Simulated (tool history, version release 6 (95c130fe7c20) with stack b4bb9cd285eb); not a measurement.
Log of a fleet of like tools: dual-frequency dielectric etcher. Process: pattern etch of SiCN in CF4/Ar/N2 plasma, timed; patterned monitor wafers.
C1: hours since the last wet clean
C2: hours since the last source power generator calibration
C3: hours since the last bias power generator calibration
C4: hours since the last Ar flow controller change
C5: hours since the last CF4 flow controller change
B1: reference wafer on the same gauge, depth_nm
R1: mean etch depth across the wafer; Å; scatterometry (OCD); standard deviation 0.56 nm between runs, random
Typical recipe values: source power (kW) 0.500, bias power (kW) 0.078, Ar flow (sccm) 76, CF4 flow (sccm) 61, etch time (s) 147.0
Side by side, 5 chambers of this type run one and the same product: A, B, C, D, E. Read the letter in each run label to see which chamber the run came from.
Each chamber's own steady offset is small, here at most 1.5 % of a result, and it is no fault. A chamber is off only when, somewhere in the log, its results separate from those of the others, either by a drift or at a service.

{"run": "1D", "hour": 7.4, "source power (kW)": 0.5, "bias power (kW)": 0.078, "Ar flow (sccm)": 76, "CF4 flow (sccm)": 61, "etch time (s)": 147.0, "C1": 140.7, "C2": 15.7, "C3": 2005.1, "C4": 5055.9, "C5": 6040.9, "B1": 129.99, "R1": 1455.9}
{"run": "2C", "hour": 14.6, "source power (kW)": 0.5, "bias power (kW)": 0.078, "Ar flow (sccm)": 76, "CF4 flow (sccm)": 61, "etch time (s)": 147.0, "C1": 366.4, "C2": 1322.3, "C3": 348.1, "C4": 2382.2, "C5": 1536.4, "B1": 129.97, "R1": 1483.6}
{"run": "3A", "hour": 21.7, "source power (kW)": 0.5, "bias power (kW)": 0.078, "Ar flow (sccm)": 76, "CF4 flow (sccm)": 61, "etch time (s)": 147.0, "C1": 326.0, "C2": 229.1, "C3": 3222.4, "C4": 766.6, "C5": 6383.9, "B1": 130.02, "R1": 1452.5}
{"run": "4E", "hour": 26.3, "source power (kW)": 0.5, "bias power (kW)": 0.078, "Ar flow (sccm)": 76, "CF4 flow (sccm)": 61, "etch time (s)": 147.0, "C1": 331.8, "C2": 852.4, "C3": 1895.4, "C4": 1697.7, "C5": 1580.1, "B1": 130.07, "R1": 1453.0}
{"run": "5B", "hour": 30.9, "source power (kW)": 0.42, "bias power (kW)": 0.078, "Ar flow (sccm)": 76, "CF4 flow (sccm)": 61, "etch time (s)": 181.5, "C1": 121.5, "C2": 2291.5, "C3": 1699.2, "C4": 966.5, "C5": 4347.9, "B1": 129.81, "R1": 1534.2}
{"run": "6E", "hour": 35.1, "source power (kW)": 0.42, "bias power (kW)": 0.078, "Ar flow (sccm)": 76, "CF4 flow (sccm)": 61, "etch time (s)": 181.5, "C1": 340.6, "C2": 861.2, "C3": 1904.2, "C4": 1706.5, "C5": 1588.9, "B1": 129.91, "R1": 1525.4}
{"run": "7C", "hour": 41.7, "source power (kW)": 0.42, "bias power (kW)": 0.078, "Ar flow (sccm)": 76, "CF4 flow (sccm)": 61, "etch time (s)": 181.5, "C1": 393.5, "C2": 1349.4, "C3": 375.2, "C4": 2409.3, "C5": 1563.5, "B1": 129.99, "R1": 1561.4}
{"run": "8B", "hour": 45.2, "source power (kW)": 0.42, "bias power (kW)": 0.078, "Ar flow (sccm)": 76, "CF4 flow (sccm)": 61, "etch time (s)": 181.5, "C1": 135.8, "C2": 2305.8, "C3": 1713.5, "C4": 980.8, "C5": 4362.2, "B1": 129.93, "R1": 1536.3}
{"run": "9D", "hour": 50.7, "source power (kW)": 0.42, "bias power (kW)": 0.078, "Ar flow (sccm)": 76, "CF4 flow (sccm)": 61, "etch time (s)": 181.5, "C1": 184.0, "C2": 59.0, "C3": 2048.4, "C4": 5099.2, "C5": 6084.2, "B1": 130.1, "R1": 1548.0}
{"run": "10A", "hour": 56.8, "source power (kW)": 0.5, "bias power (kW)": 0.078, "Ar flow (sccm)": 76, "CF4 flow (sccm)": 61, "etch time (s)": 147.0, "C1": 361.1, "C2": 264.2, "C3": 3257.5, "C4": 801.7, "C5": 6419.0, "B1": 129.99, "R1": 1447.3}
{"run": "11E", "hour": 61.2, "source power (kW)": 0.5, "bias power (kW)": 0.078, "Ar flow (sccm)": 76, "CF4 flow (sccm)": 61, "etch time (s)": 147.0, "C1": 366.7, "C2": 887.3, "C3": 1930.3, "C4": 1732.6, "C5": 1615.0, "B1": 130.01, "R1": 1458.0}
{"hour": 64.2, "done": "chamber A: wet clean of the chamber"}
{"run": "12D", "hour": 67.1, "source power (kW)": 0.5, "bias power (kW)": 0.078, "Ar flow (sccm)": 76, "CF4 flow (sccm)": 61, "etch time (s)": 147.0, "C1": 200.4, "C2": 75.4, "C3": 2064.8, "C4": 5115.6, "C5": 6100.6, "B1": 130.12, "R1": 1455.9}
{"hour": 72.6, "done": "chamber C: Ar flow controller replaced"}
{"hour": 73.7, "done": "chamber A: CF4 flow controller replaced"}
{"run": "13B", "hour": 74.4, "source power (kW)": 0.5, "bias power (kW)": 0.078, "Ar flow (sccm)": 76, "CF4 flow (sccm)": 61, "etch time (s)": 147.0, "C1": 165.0, "C2": 2335.0, "C3": 1742.7, "C4": 1010.0, "C5": 4391.4, "B1": 130.07, "R1": 1463.8}
{"run": "14C", "hour": 81.6, "source power (kW)": 0.5, "bias power (kW)": 0.078, "Ar flow (sccm)": 76, "CF4 flow (sccm)": 61, "etch time (s)": 147.0, "C1": 433.4, "C2": 1389.3, "C3": 415.1, "C4": 9.0, "C5": 1603.4, "B1": 130.04, "R1": 1489.5}
{"run": "15A", "hour": 87.3, "source power (kW)": 0.5, "bias power (kW)": 0.078, "Ar flow (sccm)": 76, "CF4 flow (sccm)": 61, "etch time (s)": 147.0, "C1": 23.1, "C2": 294.7, "C3": 3288.0, "C4": 832.2, "C5": 13.7, "B1": 130.0, "R1": 1451.6}
{"run": "16D", "hour": 94.4, "source power (kW)": 0.5, "bias power (kW)": 0.078, "Ar flow (sccm)": 76, "CF4 flow (sccm)": 61, "etch time (s)": 147.0, "C1": 227.7, "C2": 102.7, "C3": 2092.1, "C4": 5142.9, "C5": 6127.9, "B1": 129.94, "R1": 1459.2}
{"run": "17E", "hour": 100.0, "source power (kW)": 0.5, "bias power (kW)": 0.078, "Ar flow (sccm)": 76, "CF4 flow (sccm)": 61, "etch time (s)": 147.0, "C1": 405.5, "C2": 926.1, "C3": 1969.1, "C4": 1771.4, "C5": 1653.8, "B1": 130.02, "R1": 1444.1}
{"run": "18A", "hour": 105.4, "source power (kW)": 0.6, "bias power (kW)": 0.078, "Ar flow (sccm)": 76, "CF4 flow (sccm)": 61, "etch time (s)": 147.0, "C1": 41.2, "C2": 312.8, "C3": 3306.1, "C4": 850.3, "C5": 31.8, "B1": 129.96, "R1": 1697.4}
{"run": "19C", "hour": 110.6, "source power (kW)": 0.6, "bias power (kW)": 0.078, "Ar flow (sccm)": 76, "CF4 flow (sccm)": 61, "etch time (s)": 147.0, "C1": 462.4, "C2": 1418.3, "C3": 444.1, "C4": 38.0, "C5": 1632.4, "B1": 130.03, "R1": 1754.7}
{"run": "20B", "hour": 117.1, "source power (kW)": 0.6, "bias power (kW)": 0.078, "Ar flow (sccm)": 76, "CF4 flow (sccm)": 61, "etch time (s)": 147.0, "C1": 207.7, "C2": 2377.7, "C3": 1785.4, "C4": 1052.7, "C5": 4434.1, "B1": 129.97, "R1": 1720.5}
{"run": "21C", "hour": 120.6, "source power (kW)": 0.6, "bias power (kW)": 0.078, "Ar flow (sccm)": 76, "CF4 flow (sccm)": 61, "etch time (s)": 147.0, "C1": 472.4, "C2": 1428.3, "C3": 454.1, "C4": 48.0, "C5": 1642.4, "B1": 129.96, "R1": 1758.0}
{"hour": 121.6, "done": "chamber B: source power generator calibrated"}
{"run": "22B", "hour": 124.9, "source power (kW)": 0.6, "bias power (kW)": 0.078, "Ar flow (sccm)": 76, "CF4 flow (sccm)": 61, "etch time (s)": 147.0, "C1": 215.5, "C2": 3.4, "C3": 1793.2, "C4": 1060.5, "C5": 4441.9, "B1": 130.06, "R1": 1711.8}
{"hour": 127.4, "done": "chamber E: wet clean of the chamber"}
{"run": "23E", "hour": 130.8, "source power (kW)": 0.5, "bias power (kW)": 0.078, "Ar flow (sccm)": 76, "CF4 flow (sccm)": 61, "etch time (s)": 147.0, "C1": 3.4, "C2": 956.9, "C3": 1999.9, "C4": 1802.2, "C5": 1684.6, "B1": 129.92, "R1": 1451.4}
{"run": "24A", "hour": 138.3, "source power (kW)": 0.5, "bias power (kW)": 0.078, "Ar flow (sccm)": 76, "CF4 flow (sccm)": 61, "etch time (s)": 147.0, "C1": 74.1, "C2": 345.7, "C3": 3339.0, "C4": 883.2, "C5": 64.7, "B1": 130.08, "R1": 1449.6}
{"run": "25D", "hour": 144.9, "source power (kW)": 0.5, "bias power (kW)": 0.078, "Ar flow (sccm)": 76, "CF4 flow (sccm)": 61, "etch time (s)": 147.0, "C1": 278.2, "C2": 153.2, "C3": 2142.6, "C4": 5193.4, "C5": 6178.4, "B1": 130.0, "R1": 1471.8}
{"run": "26D", "hour": 150.9, "source power (kW)": 0.5, "bias power (kW)": 0.078, "Ar flow (sccm)": 76, "CF4 flow (sccm)": 61, "etch time (s)": 147.0, "C1": 284.2, "C2": 159.2, "C3": 2148.6, "C4": 5199.4, "C5": 6184.4, "B1": 129.87, "R1": 1466.1}
{"run": "27A", "hour": 158.3, "source power (kW)": 0.5, "bias power (kW)": 0.078, "Ar flow (sccm)": 76, "CF4 flow (sccm)": 61, "etch time (s)": 147.0, "C1": 94.1, "C2": 365.7, "C3": 3359.0, "C4": 903.2, "C5": 84.7, "B1": 130.02, "R1": 1453.8}
{"run": "28C", "hour": 165.2, "source power (kW)": 0.5, "bias power (kW)": 0.078, "Ar flow (sccm)": 76, "CF4 flow (sccm)": 61, "etch time (s)": 147.0, "C1": 517.0, "C2": 1472.9, "C3": 498.7, "C4": 92.6, "C5": 1687.0, "B1": 130.03, "R1": 1512.9}
{"run": "29B", "hour": 169.7, "source power (kW)": 0.5, "bias power (kW)": 0.078, "Ar flow (sccm)": 76, "CF4 flow (sccm)": 61, "etch time (s)": 147.0, "C1": 260.3, "C2": 48.2, "C3": 1838.0, "C4": 1105.3, "C5": 4486.7, "B1": 129.93, "R1": 1468.8}
{"run": "30E", "hour": 176.4, "source power (kW)": 0.5, "bias power (kW)": 0.078, "Ar flow (sccm)": 76, "CF4 flow (sccm)": 61, "etch time (s)": 147.0, "C1": 49.0, "C2": 1002.5, "C3": 2045.5, "C4": 1847.8, "C5": 1730.2, "B1": 129.93, "R1": 1452.3}
{"run": "31A", "hour": 180.3, "source power (kW)": 0.5, "bias power (kW)": 0.078, "Ar flow (sccm)": 76, "CF4 flow (sccm)": 61, "etch time (s)": 147.0, "C1": 116.1, "C2": 387.7, "C3": 3381.0, "C4": 925.2, "C5": 106.7, "B1": 129.97, "R1": 1448.7}
{"run": "32C", "hour": 186.9, "source power (kW)": 0.5, "bias power (kW)": 0.078, "Ar flow (sccm)": 76, "CF4 flow (sccm)": 61, "etch time (s)": 147.0, "C1": 538.7, "C2": 1494.6, "C3": 520.4, "C4": 114.3, "C5": 1708.7, "B1": 130.03, "R1": 1505.1}
{"run": "33B", "hour": 193.5, "source power (kW)": 0.5, "bias power (kW)": 0.078, "Ar flow (sccm)": 76, "CF4 flow (sccm)": 52, "etch time (s)": 132.5, "C1": 284.1, "C2": 72.0, "C3": 1861.8, "C4": 1129.1, "C5": 4510.5, "B1": 129.91, "R1": 1283.6}
{"run": "34E", "hour": 197.5, "source power (kW)": 0.5, "bias power (kW)": 0.078, "Ar flow (sccm)": 76, "CF4 flow (sccm)": 52, "etch time (s)": 132.5, "C1": 70.1, "C2": 1023.6, "C3": 2066.6, "C4": 1868.9, "C5": 1751.3, "B1": 130.04, "R1": 1266.8}
{"run": "35D", "hour": 201.4, "source power (kW)": 0.5, "bias power (kW)": 0.078, "Ar flow (sccm)": 76, "CF4 flow (sccm)": 52, "etch time (s)": 132.5, "C1": 334.7, "C2": 209.7, "C3": 2199.1, "C4": 5249.9, "C5": 6234.9, "B1": 129.96, "R1": 1291.4}

What goes on in this fleet: one chamber off, a drifting gauge, or nothing beyond the chambers' own small offsets? Name the chamber and the cause, if any.

Little by little, chamber C moves away from the other chambers.
What lies behind it: etch rate over this chamber's usual, % = 3.07.
The log may not tell that from: source power that arrives over what is set, %.

Below are 4 candidate recipes for chamber C's next run, each the usual settings with a change, their results shown as question marks. Which of them brings C's results back in line with what the other chambers give on the usual settings?
In-line tolerance around the mean of the other chambers on the usual settings: R1 20.0 Å
{"run": "36C-1", "hour": 207.0, "source power (kW)": 0.5, "bias power (kW)": 0.078, "Ar flow (sccm)": 76, "CF4 flow (sccm)": 61, "etch time (s)": 144.5, "R1": "?"}
{"run": "36C-2", "hour": 207.0, "source power (kW)": 0.49, "bias power (kW)": 0.078, "Ar flow (sccm)": 76, "CF4 flow (sccm)": 61, "etch time (s)": 142.5, "R1": "?"}
{"run": "36C-3", "hour": 207.0, "source power (kW)": 0.5, "bias power (kW)": 0.081, "Ar flow (sccm)": 75, "CF4 flow (sccm)": 62, "etch time (s)": 147.0, "R1": "?"}
{"run": "36C-4", "hour": 207.0, "source power (kW)": 0.51, "bias power (kW)": 0.079, "Ar flow (sccm)": 76, "CF4 flow (sccm)": 61, "etch time (s)": 151.0, "R1": "?"}

The other chambers' mean on the usual settings: R1 1454.5 Å
run=36C-1 R1=1491.0
run=36C-2 R1=1444.4
run=36C-3 R1=1542.9
run=36C-4 R1=1592.5
With 36C-2, the chamber falls back in line with the rest.

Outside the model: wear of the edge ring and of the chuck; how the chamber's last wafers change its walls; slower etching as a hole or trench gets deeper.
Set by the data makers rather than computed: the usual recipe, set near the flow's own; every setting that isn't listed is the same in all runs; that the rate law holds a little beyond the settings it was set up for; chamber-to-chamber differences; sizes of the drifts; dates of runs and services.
